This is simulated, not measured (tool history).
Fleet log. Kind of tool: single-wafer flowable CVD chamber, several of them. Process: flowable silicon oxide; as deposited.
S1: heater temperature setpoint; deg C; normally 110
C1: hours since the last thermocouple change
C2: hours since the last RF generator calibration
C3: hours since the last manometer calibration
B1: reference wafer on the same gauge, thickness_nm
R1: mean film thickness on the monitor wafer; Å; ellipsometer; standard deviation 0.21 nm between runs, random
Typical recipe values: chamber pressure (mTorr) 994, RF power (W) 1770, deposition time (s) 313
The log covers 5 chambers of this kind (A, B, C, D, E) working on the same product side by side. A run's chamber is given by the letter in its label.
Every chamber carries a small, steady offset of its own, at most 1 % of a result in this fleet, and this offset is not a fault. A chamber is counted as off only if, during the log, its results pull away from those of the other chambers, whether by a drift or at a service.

Run 1D, hour 5: usual settings; C1 728.4; C2 6.9; C3 2428.3; B1 140. Result: R1 1737.8 Å.
At hour 5.9: chamber A: capacitance manometer re-zeroed and calibrated.
Run 2B, hour 8.6: usual settings; C1 1173.6; C2 673.8; C3 962.1; B1 140.05. Result: R1 1745.8 Å.
Run 3E, hour 14.8: usual settings; C1 1377.5; C2 841.8; C3 1419; B1 140.03. Result: R1 1756.7 Å.
Run 4C, hour 22.2: usual settings; C1 255.1; C2 1140.7; C3 1247.2; B1 140.06. Result: R1 1733 Å.
Run 5A, hour 29.5: usual settings; C1 1091.3; C2 1019.8; C3 23.7; B1 140.12. Result: R1 1753.6 Å.
Run 6B, hour 34.3: usual settings; C1 1199.3; C2 699.5; C3 987.8; B1 140.14. Result: R1 1743.9 Å.
Run 7C, hour 39.8: usual settings; C1 272.7; C2 1158.3; C3 1264.8; B1 140.11. Result: R1 1731.9 Å.
Run 8E, hour 43.2: usual settings; C1 1405.9; C2 870.2; C3 1447.4; B1 140.15. Result: R1 1756.5 Å.
Run 9A, hour 47: usual settings; C1 1108.8; C2 1037.3; C3 41.2; B1 140.16. Result: R1 1750.8 Å.
Run 10D, hour 50.8: usual settings; C1 774.2; C2 52.7; C3 2474.1; B1 140.19. Result: R1 1744.2 Å.
Run 11E, hour 54.4: usual settings; C1 1417.1; C2 881.4; C3 1458.6; B1 140.17. Result: R1 1757.6 Å.
Run 12B, hour 61.1: usual settings; C1 1226.1; C2 726.3; C3 1014.6; B1 140.24. Result: R1 1748.4 Å.
Run 13C, hour 66.3: usual settings; C1 299.2; C2 1184.8; C3 1291.3; B1 140.25. Result: R1 1737.8 Å.
Run 14A, hour 71: usual settings; C1 1132.8; C2 1061.3; C3 65.2; B1 140.3. Result: R1 1753.1 Å.
Run 15D, hour 77.6: usual settings but chamber pressure (mTorr) 796, deposition time (s) 361; C1 801; C2 79.5; C3 2500.9; B1 140.27. Result: R1 1502.7 Å.
Run 16B, hour 84.4: usual settings but chamber pressure (mTorr) 796, deposition time (s) 361; C1 1249.4; C2 749.6; C3 1037.9; B1 140.33. Result: R1 1526.5 Å.
Run 17E, hour 88.2: usual settings but chamber pressure (mTorr) 796, deposition time (s) 361; C1 1450.9; C2 915.2; C3 1492.4; B1 140.33. Result: R1 1536.1 Å.
Run 18C, hour 95.3: usual settings but chamber pressure (mTorr) 796, deposition time (s) 361; C1 328.2; C2 1213.8; C3 1320.3; B1 140.39. Result: R1 1514.8 Å.
Run 19A, hour 101.2: usual settings but chamber pressure (mTorr) 796, deposition time (s) 361; C1 1163; C2 1091.5; C3 95.4; B1 140.37. Result: R1 1553.3 Å.
Run 20D, hour 105.1: usual settings; C1 828.5; C2 107; C3 2528.4; B1 140.34. Result: R1 1745 Å.
Run 21E, hour 108.6: usual settings; C1 1471.3; C2 935.6; C3 1512.8; B1 140.4. Result: R1 1763.4 Å.
Run 22A, hour 114.2: usual settings; C1 1176; C2 1104.5; C3 108.4; B1 140.43. Result: R1 1754.8 Å.
Run 23C, hour 118: usual settings; C1 350.9; C2 1236.5; C3 1343; B1 140.45. Result: R1 1738.3 Å.
Run 24D, hour 125: usual settings; C1 848.4; C2 126.9; C3 2548.3; B1 140.47. Result: R1 1738.8 Å.
Run 25B, hour 128.8: usual settings; C1 1293.8; C2 794; C3 1082.3; B1 140.49. Result: R1 1753.6 Å.
Run 26B, hour 133: usual settings; C1 1298; C2 798.2; C3 1086.5; B1 140.5. Result: R1 1753.3 Å.
Run 27D, hour 138.6: usual settings; C1 862; C2 140.5; C3 2561.9; B1 140.55. Result: R1 1746.6 Å.
Run 28A, hour 141.9: usual settings; C1 1203.7; C2 1132.2; C3 136.1; B1 140.54. Result: R1 1759.1 Å.
Run 29C, hour 148.4: usual settings but chamber pressure (mTorr) 1138; C1 381.3; C2 1266.9; C3 1373.4; B1 140.52. Result: R1 2036.4 Å.
Run 30E, hour 153.1: usual settings but chamber pressure (mTorr) 1138; C1 1515.8; C2 980.1; C3 1557.3; B1 140.57. Result: R1 2061.2 Å.
Run 31B, hour 157.6: usual settings but chamber pressure (mTorr) 1138; C1 1322.6; C2 822.8; C3 1111.1; B1 140.65. Result: R1 2048.7 Å.
Run 32D, hour 164.2: usual settings but chamber pressure (mTorr) 1138; C1 887.6; C2 166.1; C3 2587.5; B1 140.61. Result: R1 2054.4 Å.
Run 33E, hour 168.3: usual settings but chamber pressure (mTorr) 1138; C1 1531; C2 995.3; C3 1572.5; B1 140.64. Result: R1 2065.4 Å.
Run 34A, hour 174: usual settings; C1 1235.8; C2 1164.3; C3 168.2; B1 140.69. Result: R1 1758.9 Å.

One chamber off, gauge drift, or nothing amiss beyond the chambers' own small offsets? If it is a chamber, which one, and what is the likeliest cause?

The gauge drifts, so all chambers seem to drift together. No chamber is off.
Cause: gauge reads high (%) = 0.495.
